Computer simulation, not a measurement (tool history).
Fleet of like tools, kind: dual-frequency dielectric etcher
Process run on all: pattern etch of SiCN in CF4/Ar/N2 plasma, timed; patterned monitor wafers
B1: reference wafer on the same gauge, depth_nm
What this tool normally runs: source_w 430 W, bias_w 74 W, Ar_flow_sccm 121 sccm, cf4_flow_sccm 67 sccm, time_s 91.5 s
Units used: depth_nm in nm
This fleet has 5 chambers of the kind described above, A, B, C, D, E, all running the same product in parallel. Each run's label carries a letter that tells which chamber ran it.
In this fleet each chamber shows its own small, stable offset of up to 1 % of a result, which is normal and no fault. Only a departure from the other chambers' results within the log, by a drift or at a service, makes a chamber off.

Run 1A, hour 11.9: usual settings; B1 81.255. Result: depth_nm 73.704 nm.
Run 2B, hour 18.1: usual settings; B1 81.265. Result: depth_nm 73.766 nm.
Run 3C, hour 30.9: usual settings; B1 81.253. Result: depth_nm 73.621 nm.
At hour 41.6: chamber A: wet clean of the chamber.
At hour 42.9: chamber B: CF4 flow controller replaced.
Run 4E, hour 43: usual settings; B1 81.236. Result: depth_nm 72.982 nm.
Run 5D, hour 54: usual settings; B1 81.239. Result: depth_nm 73.902 nm.
Run 6D, hour 66: usual settings; B1 81.206. Result: depth_nm 74.016 nm.
Run 7A, hour 79.5: usual settings; B1 81.2. Result: depth_nm 73.428 nm.
Run 8C, hour 86.9: usual settings; B1 81.17. Result: depth_nm 73.74 nm.
Run 9E, hour 100.5: usual settings; B1 81.177. Result: depth_nm 72.797 nm.
Run 10B, hour 109.8: usual settings but bias_w 66 W, cf4_flow_sccm 53 sccm; B1 81.17. Result: depth_nm 68.16 nm.
Run 11D, hour 120.2: usual settings but bias_w 66 W, cf4_flow_sccm 53 sccm; B1 81.149. Result: depth_nm 68.108 nm.
Run 12B, hour 128.4: usual settings but bias_w 66 W, cf4_flow_sccm 53 sccm; B1 81.109. Result: depth_nm 68.174 nm.
Run 13E, hour 138.2: usual settings but bias_w 66 W, cf4_flow_sccm 53 sccm; B1 81.15. Result: depth_nm 67.187 nm.
At hour 145.9: chamber B: wet clean of the chamber.
Run 14C, hour 149.9: usual settings but bias_w 66 W, cf4_flow_sccm 53 sccm; B1 81.116. Result: depth_nm 67.804 nm.
At hour 154.1: chamber C: bias power generator calibrated.
Run 15A, hour 161.3: usual settings; B1 81.048. Result: depth_nm 73.366 nm.
Run 16D, hour 173.7: usual settings but bias_w 86 W; B1 81.074. Result: depth_nm 78.144 nm.
Run 17B, hour 185.2: usual settings but bias_w 86 W; B1 81.078. Result: depth_nm 77.804 nm.
Run 18E, hour 196.5: usual settings but bias_w 86 W; B1 81.059. Result: depth_nm 77.184 nm.
Run 19A, hour 206.1: usual settings but bias_w 86 W; B1 81.067. Result: depth_nm 77.454 nm.
Run 20C, hour 217.3: usual settings but bias_w 86 W; B1 81.01. Result: depth_nm 77.99 nm.
At hour 223.6: chamber E: wet clean of the chamber.
Run 21E, hour 227.6: usual settings; B1 81.01. Result: depth_nm 72.721 nm.
At hour 229: chamber B: bias power generator calibrated.
Run 22C, hour 234.2: usual settings; B1 81.035. Result: depth_nm 73.337 nm.
Run 23D, hour 246: usual settings; B1 81.036. Result: depth_nm 73.675 nm.
Run 24B, hour 254.7: usual settings; B1 80.987. Result: depth_nm 73.49 nm.
At hour 255.1: chamber C: wet clean of the chamber.
Run 25A, hour 266.2: usual settings; B1 80.932. Result: depth_nm 73.201 nm.
Run 26D, hour 275.2: usual settings; B1 80.926. Result: depth_nm 73.654 nm.
Run 27B, hour 282.1: usual settings; B1 80.912. Result: depth_nm 73.385 nm.
Run 28E, hour 289.1: usual settings; B1 80.941. Result: depth_nm 72.605 nm.
Run 29C, hour 298.4: usual settings; B1 80.953. Result: depth_nm 73.247 nm.
Run 30A, hour 307.5: usual settings; B1 80.891. Result: depth_nm 73.381 nm.
At hour 310: chamber D: bias power generator calibrated.
Run 31B, hour 319.8: usual settings; B1 80.915. Result: depth_nm 73.287 nm.
Run 32A, hour 326.8: usual settings; B1 80.882. Result: depth_nm 73.23 nm.
Run 33E, hour 337.3: usual settings but source_w 540 W, bias_w 66 W; B1 80.866. Result: depth_nm 84.674 nm.
At hour 344.9: chamber A: source power generator calibrated.
Run 34C, hour 349.3: usual settings but source_w 540 W, bias_w 66 W; B1 80.866. Result: depth_nm 86.195 nm.
Run 35D, hour 361.7: usual settings but source_w 540 W, bias_w 66 W; B1 80.83. Result: depth_nm 86.138 nm.
Run 36C, hour 367.7: usual settings but source_w 540 W, bias_w 66 W; B1 80.821. Result: depth_nm 86.122 nm.
Run 37A, hour 379.9: usual settings but source_w 540 W, bias_w 66 W; B1 80.787. Result: depth_nm 85.506 nm.
Run 38E, hour 389.8: usual settings but Ar_flow_sccm 92 sccm; B1 80.81. Result: depth_nm 75.743 nm.

Each of the 5 chambers runs these same settings next. Fill in every chamber's results:
Run 39A, hour 399.6: usual settings. Result: depth_nm ?.
Run 39B, hour 399.6: usual settings. Result: depth_nm ?.
Run 39C, hour 399.6: usual settings. Result: depth_nm ?.
Run 39D, hour 399.6: usual settings. Result: depth_nm ?.
Run 39E, hour 399.6: usual settings. Result: depth_nm ?.

run  depth_nm
39A    73.309
39B    73.399
39C    73.312
39D    73.651
39E     72.68
